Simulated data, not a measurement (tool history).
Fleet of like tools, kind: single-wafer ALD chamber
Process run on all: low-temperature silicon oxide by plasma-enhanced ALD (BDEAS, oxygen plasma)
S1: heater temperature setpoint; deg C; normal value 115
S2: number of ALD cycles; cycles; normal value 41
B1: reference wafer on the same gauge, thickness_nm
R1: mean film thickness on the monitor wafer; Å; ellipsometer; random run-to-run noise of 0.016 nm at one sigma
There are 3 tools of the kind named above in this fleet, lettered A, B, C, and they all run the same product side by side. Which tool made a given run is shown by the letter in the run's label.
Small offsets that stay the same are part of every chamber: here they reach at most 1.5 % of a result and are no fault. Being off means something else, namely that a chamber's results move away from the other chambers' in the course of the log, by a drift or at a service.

run,hour,S1,S2,B1,R1
1C,4.2,115,41,4.7167,56.955
2A,8.2,115,41,4.7226,55.963
3B,12.2,115,41,4.7224,57.559
4C,19.2,115,41,4.7178,57.407
5A,25.8,115,41,4.7192,56.055
6B,32.3,115,41,4.721,57.619
7C,36.4,124,41,4.7175,56
8B,42.1,124,41,4.7207,56.479
9A,48,124,41,4.7223,54.97
10A,55.2,115,41,4.7182,56.255
11C,60.8,115,41,4.722,56.877
12B,66.1,115,41,4.7176,57.456
13C,73.1,103,41,4.7203,58.202
14B,78.6,103,41,4.7195,58.584
15A,85,103,41,4.7204,57.707
16A,92.5,115,41,4.7199,56.434
17C,96.4,115,41,4.7191,57.077
18B,102.2,115,41,4.7206,57.47
19B,108,115,41,4.7182,57.306
20C,115.5,115,41,4.7212,57.044
21A,119,115,41,4.7167,56.186
22A,122.9,115,41,4.7178,56.019
23B,128.7,115,41,4.7167,57.508
24C,132.5,115,41,4.721,56.955
25C,139.5,115,41,4.7184,57.107
26B,144.5,115,41,4.7206,57.341
27A,149.8,115,41,4.7225,56.416
28A,153.7,115,41,4.7181,55.927
29C,157.2,115,41,4.72,56.935
30B,164.1,115,41,4.7216,57.451
31A,168.1,115,41,4.7197,55.969
32C,172.4,105,41,4.7199,57.857

Is one chamber out of step, is the gauge drifting, or do the chambers differ by no more than their own small offsets? For an off chamber, give its letter and the likeliest cause.

Neither any chamber nor the gauge drifts; the chambers differ only by their own small, steady offsets.
